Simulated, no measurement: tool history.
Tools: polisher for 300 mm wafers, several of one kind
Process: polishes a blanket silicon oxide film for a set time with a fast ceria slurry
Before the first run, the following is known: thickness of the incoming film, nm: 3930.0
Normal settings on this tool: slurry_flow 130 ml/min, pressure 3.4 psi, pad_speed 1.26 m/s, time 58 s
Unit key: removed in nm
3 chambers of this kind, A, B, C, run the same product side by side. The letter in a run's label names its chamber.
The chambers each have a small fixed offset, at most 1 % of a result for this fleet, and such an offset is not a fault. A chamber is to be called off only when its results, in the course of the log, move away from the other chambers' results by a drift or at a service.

run,hour,slurry_flow,pressure,pad_speed,time,removed
1A,7.3,130,3.4,1.26,58,1259
2C,13.3,130,3.4,1.26,58,1266
# hour 15.6: chamber C: worn pad replaced by a new one
# hour 17.8: chamber B: worn pad replaced by a new one
3B,23,130,3.4,1.26,58,1274.8
4C,28.7,130,3.4,1.26,58,1274.6
5B,35.2,130,3.4,1.26,58,1263.7
6A,44.8,130,3.4,1.26,58,1256
7B,52.5,130,3.4,1.26,58,1257.8
# hour 53.3: chamber A: worn pad replaced by a new one
8C,59.5,130,3.4,1.26,58,1254.5
9A,68.7,130,3.4,1.26,58,1264.5
10C,73.9,130,3.4,1.26,58,1250.1
# hour 75: chamber B: worn pad replaced by a new one
11B,82.7,130,3.4,1.26,58,1281.2
12A,89.1,130,3.4,1.26,58,1278.3
13C,96.7,130,3.4,1.26,58,1268.3
14A,103.6,130,3.4,1.26,58,1267.9
15B,112.2,130,3.4,1.26,58,1281.3
16C,120.7,130,3.4,1.26,58,1262.8
# hour 125: chamber C: worn pad replaced by a new one
17A,130.4,100,3.4,1.26,58,1196.2
# hour 136.4: chamber B: worn pad replaced by a new one
18B,136.9,100,3.4,1.26,58,1196.2
19C,142.9,100,3.4,1.26,58,1184.8
20A,150,130,3.4,1.44,58,1426.5

Read the log: is a single chamber off, either drifting away or since a service, is the gauge that measures every chamber drifting, or is nothing wrong beyond small per-chamber offsets? Name any odd chamber and what most likely caused it.

Beyond each chamber's small constant offset nothing stands out, and the gauge stays steady.
